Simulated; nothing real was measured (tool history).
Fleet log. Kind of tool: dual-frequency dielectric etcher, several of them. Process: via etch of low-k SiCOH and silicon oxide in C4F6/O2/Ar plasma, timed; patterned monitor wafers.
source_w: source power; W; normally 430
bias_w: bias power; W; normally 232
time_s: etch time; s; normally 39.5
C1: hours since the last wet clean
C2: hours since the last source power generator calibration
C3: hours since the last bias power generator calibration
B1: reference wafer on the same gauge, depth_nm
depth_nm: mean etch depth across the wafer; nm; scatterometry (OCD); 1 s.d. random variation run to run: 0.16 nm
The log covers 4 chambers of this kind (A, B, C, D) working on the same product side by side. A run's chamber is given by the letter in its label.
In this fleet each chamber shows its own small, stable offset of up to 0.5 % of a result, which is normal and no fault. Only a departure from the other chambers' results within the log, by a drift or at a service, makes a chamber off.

Run 1C, day 0.192: usual settings; C1 237.9; C2 2223.6; C3 2912.4; B1 121.02. Result: depth_nm 104.940 nm.
Run 2D, day 0.317: usual settings; C1 374.8; C2 590.5; C3 1725.0; B1 121.03. Result: depth_nm 104.340 nm.
Run 3A, day 0.488: usual settings; C1 377.2; C2 437.3; C3 2621.9; B1 121.07. Result: depth_nm 104.920 nm.
Run 4B, day 0.633: usual settings; C1 103.1; C2 1661.8; C3 150.6; B1 121.14. Result: depth_nm 104.480 nm.
Run 5D, day 0.833: usual settings; C1 387.2; C2 602.9; C3 1737.4; B1 121.12. Result: depth_nm 103.960 nm.
Run 6C, day 0.962: usual settings; C1 256.4; C2 2242.1; C3 2930.9; B1 121.11. Result: depth_nm 105.060 nm.
Run 7B, day 1.142: usual settings; C1 115.3; C2 1674.0; C3 162.8; B1 121.12. Result: depth_nm 104.450 nm.
Run 8A, day 1.229: usual settings; C1 395.0; C2 455.1; C3 2639.7; B1 121.15. Result: depth_nm 105.060 nm.
Run 9A, day 1.358: usual settings; C1 398.1; C2 458.2; C3 2642.8; B1 121.16. Result: depth_nm 104.430 nm.
Run 10D, day 1.479: usual settings; C1 402.7; C2 618.4; C3 1752.9; B1 121.25. Result: depth_nm 104.210 nm.
Run 11C, day 1.642: usual settings; C1 272.7; C2 2258.4; C3 2947.2; B1 121.22. Result: depth_nm 105.460 nm.
Run 12B, day 1.838: usual settings; C1 132.0; C2 1690.7; C3 179.5; B1 121.31. Result: depth_nm 104.530 nm.
Run 13C, day 1.979: usual settings; C1 280.8; C2 2266.5; C3 2955.3; B1 121.29. Result: depth_nm 105.110 nm.
Run 14B, day 2.071: usual settings but source_w 520 W; C1 137.6; C2 1696.3; C3 185.1; B1 121.26. Result: depth_nm 112.200 nm.
Run 15A, day 2.171: usual settings but source_w 520 W; C1 417.6; C2 477.7; C3 2662.3; B1 121.30. Result: depth_nm 112.780 nm.
Run 16D, day 2.329: usual settings but source_w 520 W; C1 423.1; C2 638.8; C3 1773.3; B1 121.32. Result: depth_nm 112.240 nm.
Run 17D, day 2.450: usual settings but source_w 520 W; C1 426.0; C2 641.7; C3 1776.2; B1 121.32. Result: depth_nm 112.560 nm.
Run 18A, day 2.567: usual settings; C1 427.1; C2 487.2; C3 2671.8; B1 121.36. Result: depth_nm 104.940 nm.
Run 19B, day 2.712: usual settings; C1 153.0; C2 1711.7; C3 200.5; B1 121.37. Result: depth_nm 104.580 nm.
Run 20C, day 2.888: usual settings; C1 302.6; C2 2288.3; C3 2977.1; B1 121.41. Result: depth_nm 105.240 nm.
Run 21A, day 3.029: usual settings but source_w 530 W, time_s 29.5 s; C1 438.2; C2 498.3; C3 2682.9; B1 121.44. Result: depth_nm 84.930 nm.
Run 22D, day 3.175: usual settings but source_w 530 W, time_s 29.5 s; C1 443.4; C2 659.1; C3 1793.6; B1 121.43. Result: depth_nm 84.833 nm.
Run 23C, day 3.333: usual settings but source_w 530 W, time_s 29.5 s; C1 313.3; C2 2299.0; C3 2987.8; B1 121.45. Result: depth_nm 85.446 nm.
Run 24B, day 3.538: usual settings but source_w 530 W, time_s 29.5 s; C1 172.8; C2 1731.5; C3 220.3; B1 121.49. Result: depth_nm 84.607 nm.
Run 25B, day 3.683: usual settings; C1 176.3; C2 1735.0; C3 223.8; B1 121.52. Result: depth_nm 104.860 nm.
Run 26C, day 3.833: usual settings; C1 325.3; C2 2311.0; C3 2999.8; B1 121.52. Result: depth_nm 105.360 nm.
Run 27A, day 3.954: usual settings; C1 460.4; C2 520.5; C3 2705.1; B1 121.57. Result: depth_nm 105.300 nm.
Run 28D, day 4.071: usual settings but time_s 45.0 s; C1 464.9; C2 680.6; C3 1815.1; B1 121.53. Result: depth_nm 119.210 nm.
Run 29A, day 4.183: usual settings but time_s 45.0 s; C1 465.9; C2 526.0; C3 2710.6; B1 121.58. Result: depth_nm 119.350 nm.
Run 30B, day 4.342: usual settings but time_s 45.0 s; C1 192.1; C2 1750.8; C3 239.6; B1 121.63. Result: depth_nm 119.250 nm.
Run 31C, day 4.438: usual settings but time_s 45.0 s; C1 339.8; C2 2325.5; C3 3014.3; B1 121.59. Result: depth_nm 120.090 nm.
Run 32D, day 4.529: usual settings; C1 475.9; C2 691.6; C3 1826.1; B1 121.61. Result: depth_nm 104.730 nm.
Run 33C, day 4.717: usual settings; C1 346.5; C2 2332.2; C3 3021.0; B1 121.65. Result: depth_nm 105.620 nm.
Run 34A, day 4.908: usual settings; C1 483.3; C2 543.4; C3 2728.0; B1 121.72. Result: depth_nm 105.200 nm.
Run 35B, day 5.004: usual settings but bias_w 288 W; C1 208.0; C2 1766.7; C3 255.5; B1 121.70. Result: depth_nm 112.710 nm.
Run 36D, day 5.142: usual settings but bias_w 288 W; C1 490.6; C2 706.3; C3 1840.8; B1 121.68. Result: depth_nm 112.840 nm.
Run 37C, day 5.238: usual settings but bias_w 288 W; C1 359.0; C2 2344.7; C3 3033.5; B1 121.72. Result: depth_nm 113.730 nm.
Run 38B, day 5.354: usual settings but bias_w 288 W; C1 216.4; C2 1775.1; C3 263.9; B1 121.75. Result: depth_nm 112.900 nm.

Is one chamber off against the others, does the gauge drift, or is nothing wrong? If a chamber is off, say which, and what the likeliest cause is.

The gauge drifts, so all chambers seem to drift together. No chamber is off.
Likeliest cause: gauge reads high (%) = 0.631.

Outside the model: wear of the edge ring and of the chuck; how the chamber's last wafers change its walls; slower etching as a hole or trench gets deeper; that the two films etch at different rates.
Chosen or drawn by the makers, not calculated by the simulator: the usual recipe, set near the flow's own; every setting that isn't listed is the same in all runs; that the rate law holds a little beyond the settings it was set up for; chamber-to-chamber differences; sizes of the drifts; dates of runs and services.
